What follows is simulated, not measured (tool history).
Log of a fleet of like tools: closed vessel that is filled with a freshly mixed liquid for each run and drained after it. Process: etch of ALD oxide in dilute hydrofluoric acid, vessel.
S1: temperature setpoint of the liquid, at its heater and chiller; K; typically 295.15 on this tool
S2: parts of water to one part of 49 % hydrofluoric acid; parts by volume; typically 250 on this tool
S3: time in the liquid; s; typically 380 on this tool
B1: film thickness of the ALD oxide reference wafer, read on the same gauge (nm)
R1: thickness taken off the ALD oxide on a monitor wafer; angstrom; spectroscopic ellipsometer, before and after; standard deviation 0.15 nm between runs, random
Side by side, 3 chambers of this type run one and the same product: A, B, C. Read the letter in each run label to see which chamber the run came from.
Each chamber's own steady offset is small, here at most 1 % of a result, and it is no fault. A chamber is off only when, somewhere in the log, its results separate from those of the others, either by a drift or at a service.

{"run": "1B", "hour": 8.1, "S1": 295.15, "S2": 250, "S3": 380, "B1": 119.98, "R1": 208.5}
{"run": "2C", "hour": 15.6, "S1": 295.15, "S2": 250, "S3": 380, "B1": 120.01, "R1": 211.53}
{"run": "3A", "hour": 22.2, "S1": 295.15, "S2": 250, "S3": 380, "B1": 120.02, "R1": 210.38}
{"run": "4A", "hour": 29.8, "S1": 295.15, "S2": 250, "S3": 380, "B1": 120.02, "R1": 209.44}
{"run": "5C", "hour": 38.4, "S1": 291.65, "S2": 250, "S3": 380, "B1": 120, "R1": 185.67}
{"run": "6B", "hour": 45.6, "S1": 291.65, "S2": 250, "S3": 380, "B1": 119.99, "R1": 182.22}
{"run": "7A", "hour": 53.6, "S1": 291.65, "S2": 250, "S3": 380, "B1": 120, "R1": 184.5}
{"run": "8B", "hour": 60.0, "S1": 295.15, "S2": 250, "S3": 380, "B1": 119.99, "R1": 213.71}
{"run": "9C", "hour": 65.1, "S1": 295.15, "S2": 250, "S3": 380, "B1": 120.01, "R1": 210.35}
{"run": "10B", "hour": 73.4, "S1": 295.15, "S2": 250, "S3": 380, "B1": 119.98, "R1": 208.34}
{"run": "11C", "hour": 78.8, "S1": 295.15, "S2": 250, "S3": 380, "B1": 119.99, "R1": 208.98}
{"run": "12A", "hour": 83.2, "S1": 295.15, "S2": 250, "S3": 255, "B1": 119.99, "R1": 141.71}
{"hour": 87.4, "done": "chamber C: hydrofluoric acid flow meter replaced"}
{"hour": 89.6, "done": "chamber A: hydrofluoric acid flow meter replaced"}
{"run": "13B", "hour": 91.0, "S1": 295.15, "S2": 250, "S3": 255, "B1": 119.99, "R1": 142.87}
{"run": "14A", "hour": 100.3, "S1": 295.15, "S2": 250, "S3": 255, "B1": 119.97, "R1": 142.54}
{"run": "15C", "hour": 105.3, "S1": 295.15, "S2": 250, "S3": 380, "B1": 119.98, "R1": 205.48}
{"run": "16A", "hour": 112.3, "S1": 295.15, "S2": 250, "S3": 380, "B1": 120, "R1": 211.59}
{"run": "17B", "hour": 118.7, "S1": 295.15, "S2": 250, "S3": 380, "B1": 120, "R1": 209.95}
{"run": "18C", "hour": 126.5, "S1": 295.15, "S2": 250, "S3": 380, "B1": 120, "R1": 203.92}
{"run": "19C", "hour": 132.0, "S1": 295.15, "S2": 250, "S3": 380, "B1": 120.02, "R1": 200.37}
{"run": "20A", "hour": 137.1, "S1": 295.15, "S2": 250, "S3": 380, "B1": 120.01, "R1": 210.09}
{"run": "21B", "hour": 143.0, "S1": 295.15, "S2": 250, "S3": 380, "B1": 120.02, "R1": 210.63}
{"run": "22C", "hour": 149.9, "S1": 290.65, "S2": 250, "S3": 380, "B1": 119.97, "R1": 168.36}
{"run": "23B", "hour": 154.6, "S1": 290.65, "S2": 250, "S3": 380, "B1": 119.99, "R1": 177.92}
{"run": "24A", "hour": 163.4, "S1": 290.65, "S2": 250, "S3": 380, "B1": 120, "R1": 179.79}
{"run": "25B", "hour": 170.2, "S1": 295.15, "S2": 250, "S3": 380, "B1": 120.01, "R1": 206.99}
{"run": "26A", "hour": 176.8, "S1": 298.65, "S2": 250, "S3": 500, "B1": 120.01, "R1": 315.64}

All chambers now run identical settings, listed one chamber a line with results as question marks. What results will each chamber show?
{"run": "27A", "hour": 183.5, "S1": 295.15, "S2": 250, "S3": 380, "R1": "?"}
{"run": "27B", "hour": 183.5, "S1": 295.15, "S2": 250, "S3": 380, "R1": "?"}
{"run": "27C", "hour": 183.5, "S1": 295.15, "S2": 250, "S3": 380, "R1": "?"}

run=27A R1=211.29
run=27B R1=211.82
run=27C R1=199.42
